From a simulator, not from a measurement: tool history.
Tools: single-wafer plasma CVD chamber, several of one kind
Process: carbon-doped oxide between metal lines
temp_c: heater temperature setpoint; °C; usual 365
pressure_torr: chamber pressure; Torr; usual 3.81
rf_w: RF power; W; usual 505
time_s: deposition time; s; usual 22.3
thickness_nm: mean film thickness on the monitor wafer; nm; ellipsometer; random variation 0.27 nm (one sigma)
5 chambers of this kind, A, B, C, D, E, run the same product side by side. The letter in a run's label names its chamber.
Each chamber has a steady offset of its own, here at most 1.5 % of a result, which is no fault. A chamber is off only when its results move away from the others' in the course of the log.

run   hour  temp_c  pressure_torr  rf_w  time_s  hours since the last thermocouple change  hours since the last RF generator calibration  hours since the last manometer calibration  read-back reference wafer on the same gauge, thickness_nm  thickness_nm
 1D   10.5     365           3.81   505    22.3                                     272.2                                         1632.7                                       240.9                                                     107.97       107.730
 2C   19.4     365           3.81   505    22.3                                     480.4                                          391.5                                      1112.2                                                     108.04       106.260
 3B   32.6     365           3.81   505    22.3                                    2052.5                                         1080.6                                       377.9                                                     108.06       107.940
 4A   45.7     365           3.81   505    22.3                                     950.2                                          574.6                                       327.3                                                     107.97       105.600
 5E   57.2     365           3.81   505    22.3                                    1667.2                                         2137.3                                       959.7                                                     107.97       106.170
 6A   69.7     372           3.81   445    22.3                                     974.2                                          598.6                                       351.3                                                     108.04        95.730
 7C   83.7     372           3.81   445    22.3                                     544.7                                          455.8                                      1176.5                                                     108.01        96.332
 8D   99.0     372           3.81   445    22.3                                     360.7                                         1721.2                                       329.4                                                     107.99        97.911
 9B  106.9     372           3.81   445    22.3                                    2126.8                                         1154.9                                       452.2                                                     107.98        97.725
10E  118.2     372           3.81   445    22.3                                    1728.2                                         2198.3                                      1020.7                                                     108.05        96.492
11B  127.0     365           3.81   505    22.3                                    2146.9                                         1175.0                                       472.3                                                     107.97       107.990
12A  136.3     365           3.81   505    22.3                                    1040.8                                          665.2                                       417.9                                                     108.01       105.020
13C  145.1     365           3.81   505    22.3                                     606.1                                          517.2                                      1237.9                                                     107.95       106.100
14D  156.8     365           3.81   505    22.3                                     418.5                                         1779.0                                       387.2                                                     107.98       107.590
15E  168.5     365           3.81   505    22.3                                    1778.5                                         2248.6                                      1071.0                                                     108.03       106.740
16E  178.6     365           3.81   505    22.3                                    1788.6                                         2258.7                                      1081.1                                                     108.00       107.200
17C  188.4     365           3.81   505    22.3                                     649.4                                          560.5                                      1281.2                                                     108.07       106.120
18A  200.5     365           3.81   505    22.3                                    1105.0                                          729.4                                       482.1                                                     108.06       104.680
19B  212.2     365           3.81   505    22.3                                    2232.1                                         1260.2                                       557.5                                                     107.92       107.480
     217.1  -- chamber E: RF generator calibrated
20D  219.4     365           3.81   505    22.3                                     481.1                                         1841.6                                       449.8                                                     108.02       107.710
21D  228.4     365           3.81   505    22.3                                     490.1                                         1850.6                                       458.8                                                     108.02       108.030
     235.4  -- chamber B: RF generator calibrated
22E  243.7     365           3.81   505    22.3                                    1853.7                                           26.7                                      1146.2                                                     107.98       106.700
23A  256.1     365           4.41   580    22.3                                    1160.6                                          785.0                                       537.7                                                     107.99       115.720
24B  269.8     365           4.41   580    22.3                                    2289.7                                           34.5                                       615.1                                                     108.04       119.300
25C  282.1     365           4.41   580    22.3                                     743.1                                          654.2                                      1374.9                                                     108.02       117.750
26E  297.3     365           4.41   580    22.3                                    1907.3                                           80.3                                      1199.8                                                     107.98       118.670
27C  305.2     365           4.41   580    22.3                                     766.2                                          677.3                                      1398.0                                                     107.99       118.460
28D  315.7     365           3.81   505    22.3                                     577.4                                         1937.9                                       546.1                                                     108.03       107.580
29B  327.7     365           3.81   505    22.3                                    2347.6                                           92.4                                       673.0                                                     107.93       107.550
30A  337.1     365           3.81   505    22.3                                    1241.6                                          866.0                                       618.7                                                     107.96       103.440
31B  350.4     365           3.81   505    22.3                                    2370.3                                          115.1                                       695.7                                                     108.00       108.240
32C  364.8     365           4.43   505    26.1                                     825.8                                          736.9                                      1457.6                                                     108.00       126.420
     368.0  -- chamber D: RF generator calibrated
33E  375.4     365           4.43   505    26.1                                    1985.4                                          158.4                                      1277.9                                                     107.95       127.140
34D  385.5     365           4.43   505    26.1                                     647.2                                           17.6                                       615.9                                                     108.02       128.690
35A  398.1     365           4.43   505    26.1                                    1302.6                                          927.0                                       679.7                                                     108.02       122.460
36C  407.3     365           4.43   505    26.1                                     868.3                                          779.4                                      1500.1                                                     107.96       126.420

Next, every chamber runs the same settings. What will each give?
37A  418.5     365           3.81   555    22.3                                                                                                                                                                                                             ?
37B  418.5     365           3.81   555    22.3                                                                                                                                                                                                             ?
37C  418.5     365           3.81   555    22.3                                                                                                                                                                                                             ?
37D  418.5     365           3.81   555    22.3                                                                                                                                                                                                             ?
37E  418.5     365           3.81   555    22.3                                                                                                                                                                                                             ?

run  thickness_nm
37A       108.970
37B       114.460
37C       112.750
37D       114.500
37E       113.300
